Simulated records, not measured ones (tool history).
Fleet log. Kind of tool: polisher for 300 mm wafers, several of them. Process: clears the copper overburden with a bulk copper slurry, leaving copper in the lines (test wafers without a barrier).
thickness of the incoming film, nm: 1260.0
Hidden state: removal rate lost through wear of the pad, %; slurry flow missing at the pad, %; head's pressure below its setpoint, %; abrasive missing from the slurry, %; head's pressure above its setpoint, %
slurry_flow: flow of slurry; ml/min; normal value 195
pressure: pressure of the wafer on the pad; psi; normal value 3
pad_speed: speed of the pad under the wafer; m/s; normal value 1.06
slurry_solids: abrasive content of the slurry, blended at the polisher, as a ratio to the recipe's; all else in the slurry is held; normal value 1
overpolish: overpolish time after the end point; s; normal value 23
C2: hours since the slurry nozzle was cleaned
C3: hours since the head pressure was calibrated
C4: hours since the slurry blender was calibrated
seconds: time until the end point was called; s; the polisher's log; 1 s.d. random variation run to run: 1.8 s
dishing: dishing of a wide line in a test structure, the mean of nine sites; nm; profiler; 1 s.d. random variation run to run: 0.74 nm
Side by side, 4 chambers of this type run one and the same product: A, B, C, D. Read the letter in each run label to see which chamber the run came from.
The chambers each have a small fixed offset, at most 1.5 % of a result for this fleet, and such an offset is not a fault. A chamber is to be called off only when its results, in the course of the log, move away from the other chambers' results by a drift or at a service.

{"run": "1D", "hour": 8.3, "slurry_flow": 195, "pressure": 3, "pad_speed": 1.06, "slurry_solids": 1, "overpolish": 23, "wafers polished on this pad": 502, "C2": 31.4, "C3": 137.3, "C4": 88.5, "seconds": 123.19, "dishing": 69.772}
{"run": "2A", "hour": 17.2, "slurry_flow": 195, "pressure": 3, "pad_speed": 1.06, "slurry_solids": 1, "overpolish": 23, "wafers polished on this pad": 568, "C2": 388.1, "C3": 946.7, "C4": 370.2, "seconds": 124.62, "dishing": 70.434}
{"run": "3C", "hour": 26.0, "slurry_flow": 195, "pressure": 3, "pad_speed": 1.06, "slurry_solids": 1, "overpolish": 23, "wafers polished on this pad": 213, "C2": 224.6, "C3": 489.2, "C4": 132, "seconds": 125.83, "dishing": 69.742}
{"run": "4B", "hour": 32.4, "slurry_flow": 195, "pressure": 3, "pad_speed": 1.06, "slurry_solids": 1, "overpolish": 23, "wafers polished on this pad": 190, "C2": 92.9, "C3": 87.9, "C4": 340.4, "seconds": 124.11, "dishing": 71.979}
{"hour": 35.1, "done": "chamber D: worn pad replaced by a new one"}
{"run": "5C", "hour": 39.2, "slurry_flow": 195, "pressure": 3, "pad_speed": 1.06, "slurry_solids": 1, "overpolish": 23, "wafers polished on this pad": 278, "C2": 237.8, "C3": 502.4, "C4": 145.2, "seconds": 125.2, "dishing": 70.406}
{"hour": 47.5, "done": "chamber B: slurry blender recalibrated"}
{"run": "6D", "hour": 47.9, "slurry_flow": 195, "pressure": 3, "pad_speed": 1.06, "slurry_solids": 1, "overpolish": 23, "wafers polished on this pad": 62, "C2": 71, "C3": 176.9, "C4": 128.1, "seconds": 121.89, "dishing": 70.828}
{"hour": 53.4, "done": "chamber A: slurry blender recalibrated"}
{"run": "7B", "hour": 57.4, "slurry_flow": 195, "pressure": 3, "pad_speed": 1.06, "slurry_solids": 1, "overpolish": 23, "wafers polished on this pad": 313, "C2": 117.9, "C3": 112.9, "C4": 9.9, "seconds": 120.36, "dishing": 70.226}
{"hour": 57.7, "done": "chamber C: slurry blender recalibrated"}
{"run": "8A", "hour": 64.7, "slurry_flow": 195, "pressure": 3, "pad_speed": 1.06, "slurry_solids": 1, "overpolish": 23, "wafers polished on this pad": 802, "C2": 435.6, "C3": 994.2, "C4": 11.4, "seconds": 121.23, "dishing": 70.571}
{"run": "9D", "hour": 73.0, "slurry_flow": 195, "pressure": 3, "pad_speed": 1.06, "slurry_solids": 1, "overpolish": 23, "wafers polished on this pad": 186, "C2": 96.1, "C3": 202, "C4": 153.2, "seconds": 124.5, "dishing": 70.57}
{"run": "10B", "hour": 81.6, "slurry_flow": 195, "pressure": 3, "pad_speed": 1.06, "slurry_solids": 1, "overpolish": 23, "wafers polished on this pad": 432, "C2": 142.1, "C3": 137.1, "C4": 34.1, "seconds": 122.38, "dishing": 71.638}
{"hour": 90.6, "done": "chamber A: worn pad replaced by a new one"}
{"run": "11A", "hour": 91.0, "slurry_flow": 160, "pressure": 3, "pad_speed": 1.06, "slurry_solids": 0.9, "overpolish": 23, "wafers polished on this pad": 2, "C2": 461.9, "C3": 1020.5, "C4": 37.7, "seconds": 131.92, "dishing": 69.058}
{"run": "12C", "hour": 95.5, "slurry_flow": 160, "pressure": 3, "pad_speed": 1.06, "slurry_solids": 0.9, "overpolish": 23, "wafers polished on this pad": 555, "C2": 294.1, "C3": 558.7, "C4": 37.8, "seconds": 129.68, "dishing": 68.64}
{"run": "13B", "hour": 102.0, "slurry_flow": 160, "pressure": 3, "pad_speed": 1.06, "slurry_solids": 0.9, "overpolish": 23, "wafers polished on this pad": 532, "C2": 162.5, "C3": 157.5, "C4": 54.5, "seconds": 131, "dishing": 70.474}
{"run": "14D", "hour": 106.2, "slurry_flow": 160, "pressure": 3, "pad_speed": 1.06, "slurry_solids": 0.9, "overpolish": 23, "wafers polished on this pad": 349, "C2": 129.3, "C3": 235.2, "C4": 186.4, "seconds": 132.67, "dishing": 69.447}
{"run": "15C", "hour": 111.6, "slurry_flow": 195, "pressure": 3, "pad_speed": 1.06, "slurry_solids": 1, "overpolish": 23, "wafers polished on this pad": 635, "C2": 310.2, "C3": 574.8, "C4": 53.9, "seconds": 124.33, "dishing": 70.732}
{"hour": 113.3, "done": "chamber C: slurry nozzle cleaned"}
{"run": "16A", "hour": 118.8, "slurry_flow": 195, "pressure": 3, "pad_speed": 1.06, "slurry_solids": 1, "overpolish": 23, "wafers polished on this pad": 139, "C2": 489.7, "C3": 1048.3, "C4": 65.5, "seconds": 124.83, "dishing": 71.851}
{"run": "17D", "hour": 125.2, "slurry_flow": 195, "pressure": 3, "pad_speed": 1.06, "slurry_solids": 1, "overpolish": 23, "wafers polished on this pad": 443, "C2": 148.3, "C3": 254.2, "C4": 205.4, "seconds": 126.78, "dishing": 69.882}
{"run": "18B", "hour": 129.7, "slurry_flow": 195, "pressure": 3, "pad_speed": 1.06, "slurry_solids": 1, "overpolish": 23, "wafers polished on this pad": 669, "C2": 190.2, "C3": 185.2, "C4": 82.2, "seconds": 123.17, "dishing": 71.293}
{"hour": 135.1, "done": "chamber B: worn pad replaced by a new one"}
{"run": "19C", "hour": 137.8, "slurry_flow": 195, "pressure": 3, "pad_speed": 1.06, "slurry_solids": 1, "overpolish": 23, "wafers polished on this pad": 763, "C2": 24.5, "C3": 601, "C4": 80.1, "seconds": 123.72, "dishing": 70.255}
{"run": "20A", "hour": 143.0, "slurry_flow": 195, "pressure": 3, "pad_speed": 1.06, "slurry_solids": 1, "overpolish": 23, "wafers polished on this pad": 258, "C2": 513.9, "C3": 1072.5, "C4": 89.7, "seconds": 121.72, "dishing": 70.856}
{"run": "21B", "hour": 152.1, "slurry_flow": 195, "pressure": 3, "pad_speed": 1.06, "slurry_solids": 1, "overpolish": 23, "wafers polished on this pad": 83, "C2": 212.6, "C3": 207.6, "C4": 104.6, "seconds": 122.71, "dishing": 70.445}
{"hour": 156.2, "done": "chamber D: worn pad replaced by a new one"}
{"run": "22D", "hour": 157.5, "slurry_flow": 195, "pressure": 3, "pad_speed": 1.06, "slurry_solids": 1, "overpolish": 23, "wafers polished on this pad": 6, "C2": 180.6, "C3": 286.5, "C4": 237.7, "seconds": 128.91, "dishing": 69.853}
{"run": "23A", "hour": 162.9, "slurry_flow": 195, "pressure": 3, "pad_speed": 1.06, "slurry_solids": 1, "overpolish": 23, "wafers polished on this pad": 356, "C2": 533.8, "C3": 1092.4, "C4": 109.6, "seconds": 119.44, "dishing": 70.349}
{"run": "24C", "hour": 170.0, "slurry_flow": 195, "pressure": 3, "pad_speed": 1.06, "slurry_solids": 1, "overpolish": 23, "wafers polished on this pad": 922, "C2": 56.7, "C3": 633.2, "C4": 112.3, "seconds": 122.23, "dishing": 69.573}
{"run": "25D", "hour": 176.0, "slurry_flow": 195, "pressure": 3.8, "pad_speed": 1.06, "slurry_solids": 0.75, "overpolish": 23, "wafers polished on this pad": 97, "C2": 199.1, "C3": 305, "C4": 256.2, "seconds": 109, "dishing": 74.622}
{"run": "26B", "hour": 180.9, "slurry_flow": 195, "pressure": 3.8, "pad_speed": 1.06, "slurry_solids": 0.75, "overpolish": 23, "wafers polished on this pad": 225, "C2": 241.4, "C3": 236.4, "C4": 133.4, "seconds": 104.1, "dishing": 76.879}
{"run": "27C", "hour": 186.1, "slurry_flow": 195, "pressure": 3.8, "pad_speed": 1.06, "slurry_solids": 0.75, "overpolish": 23, "wafers polished on this pad": 1001, "C2": 72.8, "C3": 649.3, "C4": 128.4, "seconds": 103.07, "dishing": 76.741}
{"hour": 188.8, "done": "chamber C: head pressure recalibrated"}
{"run": "28A", "hour": 193.9, "slurry_flow": 195, "pressure": 3.8, "pad_speed": 1.06, "slurry_solids": 0.75, "overpolish": 23, "wafers polished on this pad": 508, "C2": 564.8, "C3": 1123.4, "C4": 140.6, "seconds": 104.93, "dishing": 77.593}
{"run": "29D", "hour": 201.8, "slurry_flow": 195, "pressure": 3, "pad_speed": 1.06, "slurry_solids": 1, "overpolish": 23, "wafers polished on this pad": 224, "C2": 224.9, "C3": 330.8, "C4": 282, "seconds": 132.88, "dishing": 70.471}
{"hour": 202.6, "done": "chamber A: head pressure recalibrated"}
{"run": "30C", "hour": 206.4, "slurry_flow": 195, "pressure": 3, "pad_speed": 1.06, "slurry_solids": 1, "overpolish": 23, "wafers polished on this pad": 1101, "C2": 93.1, "C3": 17.7, "C4": 148.7, "seconds": 126.42, "dishing": 69.201}
{"run": "31A", "hour": 215.1, "slurry_flow": 195, "pressure": 3, "pad_speed": 1.06, "slurry_solids": 1, "overpolish": 23, "wafers polished on this pad": 612, "C2": 586, "C3": 12.5, "C4": 161.8, "seconds": 122, "dishing": 69.937}

Decide between three cases: one chamber stands off from its peers, the gauge reading all wafers drifts, or nothing is wrong past each chamber's small offset. Where a chamber is off, say which and what most likely put it there.

Little by little, chamber D moves away from the other chambers.
Most likely cause: abrasive missing from the slurry, % = 35.5.
With only this log, it may be confused with: slurry flow missing at the pad, %; head's pressure below its setpoint, %.

Chamber D could run next with any of the 4 candidate recipes listed below; each alters the usual settings, and their results appear as question marks. Which one brings its results back in line with what the other chambers deliver on the usual settings?
In line means no further than this from the other chambers' mean on the usual settings: seconds 6.5 s; dishing 2.6 nm
{"run": "32D-1", "hour": 221.8, "slurry_flow": 195, "pressure": 2.9, "pad_speed": 1.02, "slurry_solids": 1, "overpolish": 23, "seconds": "?", "dishing": "?"}
{"run": "32D-2", "hour": 221.8, "slurry_flow": 195, "pressure": 3.1, "pad_speed": 1.1, "slurry_solids": 1, "overpolish": 23, "seconds": "?", "dishing": "?"}
{"run": "32D-3", "hour": 221.8, "slurry_flow": 195, "pressure": 2.8, "pad_speed": 0.96, "slurry_solids": 1, "overpolish": 24, "seconds": "?", "dishing": "?"}
{"run": "32D-4", "hour": 221.8, "slurry_flow": 195, "pressure": 3.2, "pad_speed": 1.16, "slurry_solids": 1, "overpolish": 22, "seconds": "?", "dishing": "?"}

The mean the other chambers reach with the usual settings: seconds 123.77 s; dishing 70.821 nm
run=32D-1 seconds=145.44 dishing=66.999
run=32D-2 seconds=126.27 dishing=70.436
run=32D-3 seconds=159.92 dishing=65.543
run=32D-4 seconds=116.06 dishing=71.502
It is 32D-2 that realigns the chamber with its peers.
